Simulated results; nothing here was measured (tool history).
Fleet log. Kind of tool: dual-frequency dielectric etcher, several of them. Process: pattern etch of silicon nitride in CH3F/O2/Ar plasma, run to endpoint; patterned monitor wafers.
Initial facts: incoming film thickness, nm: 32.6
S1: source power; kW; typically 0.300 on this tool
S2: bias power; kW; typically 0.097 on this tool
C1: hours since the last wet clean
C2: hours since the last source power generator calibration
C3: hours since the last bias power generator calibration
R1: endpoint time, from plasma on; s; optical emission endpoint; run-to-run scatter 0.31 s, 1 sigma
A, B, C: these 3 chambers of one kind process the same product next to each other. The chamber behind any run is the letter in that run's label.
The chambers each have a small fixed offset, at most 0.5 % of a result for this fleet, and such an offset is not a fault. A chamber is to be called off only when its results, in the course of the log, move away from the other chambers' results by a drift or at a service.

run 1B hour=11.9 | S1=0.300 S2=0.097 | C1=243.5 C2=3041.2 C3=143.0 | R1=47.111
run 2C hour=20.5 | S1=0.300 S2=0.097 | C1=41.1 C2=3603.0 C3=1150.7 | R1=47.195
run 3A hour=31.8 | S1=0.300 S2=0.097 | C1=67.9 C2=1964.7 C3=973.8 | R1=46.774
run 4A hour=39.3 | S1=0.300 S2=0.097 | C1=75.4 C2=1972.2 C3=981.3 | R1=46.728
run 5B hour=46.0 | S1=0.300 S2=0.097 | C1=277.6 C2=3075.3 C3=177.1 | R1=47.266
run 6C hour=54.2 | S1=0.300 S2=0.097 | C1=74.8 C2=3636.7 C3=1184.4 | R1=47.372
run 7A hour=64.2 | S1=0.300 S2=0.097 | C1=100.3 C2=1997.1 C3=1006.2 | R1=46.891
run 8C hour=73.2 | S1=0.300 S2=0.097 | C1=93.8 C2=3655.7 C3=1203.4 | R1=47.680
run 9B hour=84.1 | S1=0.300 S2=0.097 | C1=315.7 C2=3113.4 C3=215.2 | R1=47.330
run 10B hour=97.3 | S1=0.300 S2=0.097 | C1=328.9 C2=3126.6 C3=228.4 | R1=47.534
run 11A hour=106.6 | S1=0.300 S2=0.097 | C1=142.7 C2=2039.5 C3=1048.6 | R1=46.789
run 12C hour=116.5 | S1=0.300 S2=0.097 | C1=137.1 C2=3699.0 C3=1246.7 | R1=46.969
run 13A hour=125.4 | S1=0.300 S2=0.097 | C1=161.5 C2=2058.3 C3=1067.4 | R1=47.107
run 14C hour=133.7 | S1=0.300 S2=0.097 | C1=154.3 C2=3716.2 C3=1263.9 | R1=47.694
run 15B hour=146.5 | S1=0.250 S2=0.097 | C1=378.1 C2=3175.8 C3=277.6 | R1=51.658
-- hour=155.9 chamber C: source power generator calibrated
run 16B hour=157.8 | S1=0.250 S2=0.097 | C1=389.4 C2=3187.1 C3=288.9 | R1=51.864
run 17A hour=166.6 | S1=0.250 S2=0.097 | C1=202.7 C2=2099.5 C3=1108.6 | R1=50.013
run 18C hour=177.2 | S1=0.300 S2=0.097 | C1=197.8 C2=21.3 C3=1307.4 | R1=46.838
run 19B hour=184.8 | S1=0.300 S2=0.097 | C1=416.4 C2=3214.1 C3=315.9 | R1=49.267
run 20C hour=196.3 | S1=0.300 S2=0.097 | C1=216.9 C2=40.4 C3=1326.5 | R1=46.934
run 21A hour=209.4 | S1=0.270 S2=0.097 | C1=245.5 C2=2142.3 C3=1151.4 | R1=48.522
run 22A hour=221.1 | S1=0.270 S2=0.097 | C1=257.2 C2=2154.0 C3=1163.1 | R1=48.322
run 23C hour=233.0 | S1=0.270 S2=0.097 | C1=253.6 C2=77.1 C3=1363.2 | R1=49.147

Is one chamber off against the others, does the gauge drift, or is nothing wrong? If a chamber is off, say which, and what the likeliest cause is.

Little by little, chamber B moves away from the other chambers.
Most likely cause: etch rate under this chamber's usual, % = 5.28.

Which of the 4 candidates below, each the usual settings with something changed and its results left as question marks, puts chamber B back in line with what the other chambers give on the usual settings?
Counts as in line when no further than this from what the other chambers average on the usual settings: R1 1.100 s
run 24B-1 hour=243.1 | S1=0.350 S2=0.097 | R1=?
run 24B-2 hour=243.1 | S1=0.300 S2=0.070 | R1=?
run 24B-3 hour=243.1 | S1=0.260 S2=0.097 | R1=?
run 24B-4 hour=243.1 | S1=0.360 S2=0.113 | R1=?

Other chambers, usual settings, mean: R1 47.050 s
run=24B-1 R1=46.865
run=24B-2 R1=55.766
run=24B-3 R1=52.375
run=24B-4 R1=43.836
The right change is 24B-1: it brings the chamber back within the allowed miss of the others.
